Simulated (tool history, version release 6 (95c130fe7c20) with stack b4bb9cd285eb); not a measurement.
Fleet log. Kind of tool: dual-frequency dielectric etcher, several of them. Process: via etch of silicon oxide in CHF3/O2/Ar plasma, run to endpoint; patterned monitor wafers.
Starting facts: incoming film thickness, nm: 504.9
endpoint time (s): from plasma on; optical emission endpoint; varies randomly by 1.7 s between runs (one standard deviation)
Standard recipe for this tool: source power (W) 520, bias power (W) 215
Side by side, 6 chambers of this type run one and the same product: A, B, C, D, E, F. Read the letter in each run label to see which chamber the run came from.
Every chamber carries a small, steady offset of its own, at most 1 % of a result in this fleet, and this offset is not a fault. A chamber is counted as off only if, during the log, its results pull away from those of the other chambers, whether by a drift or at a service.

run	day	source power (W)	bias power (W)	endpoint time (s)
1A	0.371	520	215	254.21
2F	0.854	520	215	257.99
3D	1.175	520	215	255.09
4B	1.404	520	215	248.70
5E	1.871	520	215	255.64
6C	2.175	520	215	252.53
7A	2.492	520	215	257.52
8E	2.821	520	215	256.06
9D	3.308	520	215	253.00
10F	3.658	520	215	254.75
11C	4.100	520	215	254.78
12B	4.483	570	215	244.95
13A	4.946	570	215	248.00
14E	5.292	570	215	248.55
15B	5.588	570	215	245.83
16D	5.958	570	215	247.14
17F	6.317	570	215	244.32
18C	6.696	520	215	250.23
19B	7.008	520	215	253.08
20D	7.475	520	215	251.40
21E	7.796	520	215	254.56
22A	8.283	520	215	255.36
23F	8.650	520	215	254.74
24C	9.017	520	215	251.18
25D	9.312	520	215	256.65
26F	9.633	520	215	254.03
27A	10.038	450	193	277.86
28E	10.425	450	193	281.44
29C	10.717	450	193	275.20
30B	11.050	450	193	273.69
# day 11.312: chamber C: wet clean of the chamber
31F	11.383	450	193	278.56
32C	11.658	450	193	279.83
# day 11.825: chamber E: source power generator calibrated
# day 11.842: chamber F: wet clean of the chamber
33B	11.888	520	215	251.70
# day 12.133: chamber B: wet clean of the chamber
34D	12.233	520	215	265.98
35E	12.629	520	215	255.46
# day 12.842: chamber E: wet clean of the chamber
36A	12.983	520	190	264.93
37B	13.333	520	190	260.36
38A	13.829	520	190	265.29
39D	14.271	520	190	277.54
40F	14.729	520	190	267.90
41E	14.962	520	190	266.42

Decide between three cases: one chamber stands off from its peers, the gauge reading all wafers drifts, or nothing is wrong past each chamber's small offset. Where a chamber is off, say which and what most likely put it there.

Little by little, chamber D moves away from the other chambers.
Most likely cause: etch rate under this chamber's usual, % = 5.25.

Which of the 4 candidates below, each the usual settings with something changed and its results left as question marks, puts chamber D back in line with what the other chambers give on the usual settings?
A result is in line if it is within this distance of the other chambers' mean on the usual settings: endpoint time (s) 6.10
42D-1	15.333	690	215	?
42D-2	15.333	480	200	?
42D-3	15.333	440	184	?
42D-4	15.333	560	230	?

The mean the other chambers reach with the usual settings: endpoint time (s) 253.94
run	endpoint time (s)
42D-1	239.78
42D-2	282.30
42D-3	300.42
42D-4	253.45
42D-4 is the one that brings the chamber's results back in line with the other chambers.
